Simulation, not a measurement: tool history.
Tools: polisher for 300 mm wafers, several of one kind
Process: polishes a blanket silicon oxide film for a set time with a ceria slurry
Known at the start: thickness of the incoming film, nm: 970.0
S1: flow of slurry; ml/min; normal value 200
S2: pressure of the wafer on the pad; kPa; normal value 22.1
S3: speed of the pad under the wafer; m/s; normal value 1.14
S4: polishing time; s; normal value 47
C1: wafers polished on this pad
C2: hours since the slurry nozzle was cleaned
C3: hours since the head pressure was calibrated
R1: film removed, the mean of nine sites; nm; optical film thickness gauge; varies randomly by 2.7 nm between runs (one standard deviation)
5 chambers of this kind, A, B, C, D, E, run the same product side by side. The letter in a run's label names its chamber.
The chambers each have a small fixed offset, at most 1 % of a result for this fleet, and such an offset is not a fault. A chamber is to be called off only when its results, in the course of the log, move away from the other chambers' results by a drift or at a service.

{"hour": 2.8, "done": "chamber B: worn pad replaced by a new one"}
{"hour": 6.4, "done": "chamber E: worn pad replaced by a new one"}
{"run": "1B", "hour": 11.0, "S1": 200, "S2": 22.1, "S3": 1.14, "S4": 47, "C1": 78, "C2": 105.6, "C3": 419.4, "R1": 210.83}
{"hour": 15.4, "done": "chamber E: slurry nozzle cleaned"}
{"run": "2A", "hour": 19.8, "S1": 200, "S2": 22.1, "S3": 1.14, "S4": 47, "C1": 722, "C2": 232.7, "C3": 29.7, "R1": 218.15}
{"hour": 22.1, "done": "chamber A: worn pad replaced by a new one"}
{"hour": 29.8, "done": "chamber C: worn pad replaced by a new one"}
{"run": "3E", "hour": 30.6, "S1": 200, "S2": 22.1, "S3": 1.14, "S4": 47, "C1": 231, "C2": 15.2, "C3": 428.5, "R1": 215.42}
{"hour": 31.2, "done": "chamber D: worn pad replaced by a new one"}
{"run": "4C", "hour": 41.4, "S1": 200, "S2": 22.1, "S3": 1.14, "S4": 47, "C1": 111, "C2": 132.7, "C3": 446.4, "R1": 216.65}
{"run": "5D", "hour": 47.9, "S1": 200, "S2": 22.1, "S3": 1.14, "S4": 47, "C1": 159, "C2": 357.5, "C3": 392.6, "R1": 216.29}
{"run": "6C", "hour": 60.6, "S1": 200, "S2": 22.1, "S3": 1.14, "S4": 47, "C1": 294, "C2": 151.9, "C3": 465.6, "R1": 215.01}
{"run": "7D", "hour": 70.8, "S1": 200, "S2": 22.1, "S3": 1.14, "S4": 47, "C1": 377, "C2": 380.4, "C3": 415.5, "R1": 216.77}
{"run": "8E", "hour": 80.1, "S1": 200, "S2": 22.1, "S3": 1.14, "S4": 47, "C1": 703, "C2": 64.7, "C3": 478, "R1": 217.8}
{"run": "9A", "hour": 88.9, "S1": 200, "S2": 22.1, "S3": 1.14, "S4": 47, "C1": 636, "C2": 301.8, "C3": 98.8, "R1": 215.9}
{"run": "10B", "hour": 97.5, "S1": 200, "S2": 22.1, "S3": 1.14, "S4": 47, "C1": 902, "C2": 192.1, "C3": 505.9, "R1": 212.48}
{"hour": 105.8, "done": "chamber A: worn pad replaced by a new one"}
{"run": "11A", "hour": 108.5, "S1": 200, "S2": 17.2, "S3": 1.14, "S4": 47, "C1": 25, "C2": 321.4, "C3": 118.4, "R1": 169.18}
{"hour": 118.5, "done": "chamber B: worn pad replaced by a new one"}
{"run": "12B", "hour": 122.3, "S1": 200, "S2": 17.2, "S3": 1.14, "S4": 47, "C1": 36, "C2": 216.9, "C3": 530.7, "R1": 165.4}
{"hour": 122.5, "done": "chamber C: worn pad replaced by a new one"}
{"hour": 132.3, "done": "chamber E: worn pad replaced by a new one"}
{"run": "13C", "hour": 133.4, "S1": 200, "S2": 17.2, "S3": 1.14, "S4": 47, "C1": 104, "C2": 224.7, "C3": 538.4, "R1": 165.9}
{"run": "14D", "hour": 142.3, "S1": 200, "S2": 17.2, "S3": 1.14, "S4": 47, "C1": 1058, "C2": 451.9, "C3": 487, "R1": 167.47}
{"run": "15E", "hour": 154.8, "S1": 200, "S2": 17.2, "S3": 1.14, "S4": 47, "C1": 215, "C2": 139.4, "C3": 552.7, "R1": 163.67}
{"run": "16B", "hour": 161.0, "S1": 160, "S2": 22.1, "S3": 1.14, "S4": 36, "C1": 405, "C2": 255.6, "C3": 569.4, "R1": 161.15}
{"hour": 166.6, "done": "chamber D: worn pad replaced by a new one"}
{"run": "17D", "hour": 172.4, "S1": 160, "S2": 22.1, "S3": 1.14, "S4": 36, "C1": 56, "C2": 482, "C3": 517.1, "R1": 160.91}
{"hour": 181.0, "done": "chamber D: slurry nozzle cleaned"}
{"run": "18C", "hour": 181.4, "S1": 160, "S2": 22.1, "S3": 1.14, "S4": 36, "C1": 561, "C2": 272.7, "C3": 586.4, "R1": 158.87}
{"hour": 187.6, "done": "chamber A: worn pad replaced by a new one"}
{"run": "19E", "hour": 187.6, "S1": 160, "S2": 22.1, "S3": 1.14, "S4": 36, "C1": 527, "C2": 172.2, "C3": 585.5, "R1": 149.34}
{"run": "20A", "hour": 195.2, "S1": 160, "S2": 22.1, "S3": 1.14, "S4": 36, "C1": 72, "C2": 408.1, "C3": 205.1, "R1": 159.7}
{"run": "21D", "hour": 208.3, "S1": 165, "S2": 22.1, "S3": 1.14, "S4": 47, "C1": 398, "C2": 27.4, "C3": 553, "R1": 211.74}
{"hour": 216.1, "done": "chamber C: worn pad replaced by a new one"}
{"run": "22B", "hour": 219.6, "S1": 165, "S2": 22.1, "S3": 1.14, "S4": 47, "C1": 963, "C2": 314.2, "C3": 628, "R1": 208.46}
{"run": "23A", "hour": 230.4, "S1": 165, "S2": 22.1, "S3": 1.14, "S4": 47, "C1": 407, "C2": 443.3, "C3": 240.3, "R1": 203.4}
{"hour": 239.7, "done": "chamber B: worn pad replaced by a new one"}
{"run": "24C", "hour": 244.0, "S1": 165, "S2": 22.1, "S3": 1.14, "S4": 47, "C1": 266, "C2": 335.3, "C3": 649, "R1": 213.29}
{"run": "25E", "hour": 256.7, "S1": 165, "S2": 22.1, "S3": 1.14, "S4": 47, "C1": 1185, "C2": 241.3, "C3": 654.6, "R1": 191.62}
{"hour": 262.0, "done": "chamber A: worn pad replaced by a new one"}
{"run": "26D", "hour": 263.7, "S1": 200, "S2": 22.1, "S3": 1.42, "S4": 62, "C1": 926, "C2": 82.8, "C3": 608.4, "R1": 350.21}
{"hour": 263.9, "done": "chamber E: worn pad replaced by a new one"}
{"run": "27B", "hour": 276.8, "S1": 200, "S2": 22.1, "S3": 1.42, "S4": 62, "C1": 353, "C2": 371.4, "C3": 685.2, "R1": 344.51}
{"run": "28A", "hour": 289.7, "S1": 200, "S2": 22.1, "S3": 1.42, "S4": 62, "C1": 264, "C2": 502.6, "C3": 299.6, "R1": 346.96}
{"run": "29C", "hour": 298.9, "S1": 200, "S2": 22.1, "S3": 1.42, "S4": 62, "C1": 789, "C2": 390.2, "C3": 703.9, "R1": 356.42}
{"run": "30E", "hour": 312.8, "S1": 200, "S2": 22.1, "S3": 1.42, "S4": 62, "C1": 466, "C2": 297.4, "C3": 710.7, "R1": 326.94}
{"run": "31E", "hour": 322.8, "S1": 255, "S2": 22.1, "S3": 1.14, "S4": 47, "C1": 562, "C2": 307.4, "C3": 720.7, "R1": 199.11}

All chambers now run identical settings, listed one chamber a line with results as question marks. What results will each chamber show?
{"run": "32A", "hour": 332.6, "S1": 200, "S2": 22.1, "S3": 1.52, "S4": 47, "R1": "?"}
{"run": "32B", "hour": 332.6, "S1": 200, "S2": 22.1, "S3": 1.52, "S4": 47, "R1": "?"}
{"run": "32C", "hour": 332.6, "S1": 200, "S2": 22.1, "S3": 1.52, "S4": 47, "R1": "?"}
{"run": "32D", "hour": 332.6, "S1": 200, "S2": 22.1, "S3": 1.52, "S4": 47, "R1": "?"}
{"run": "32E", "hour": 332.6, "S1": 200, "S2": 22.1, "S3": 1.52, "S4": 47, "R1": "?"}

run=32A R1=290.02
run=32B R1=278.95
run=32C R1=289.2
run=32D R1=290.45
run=32E R1=253.69

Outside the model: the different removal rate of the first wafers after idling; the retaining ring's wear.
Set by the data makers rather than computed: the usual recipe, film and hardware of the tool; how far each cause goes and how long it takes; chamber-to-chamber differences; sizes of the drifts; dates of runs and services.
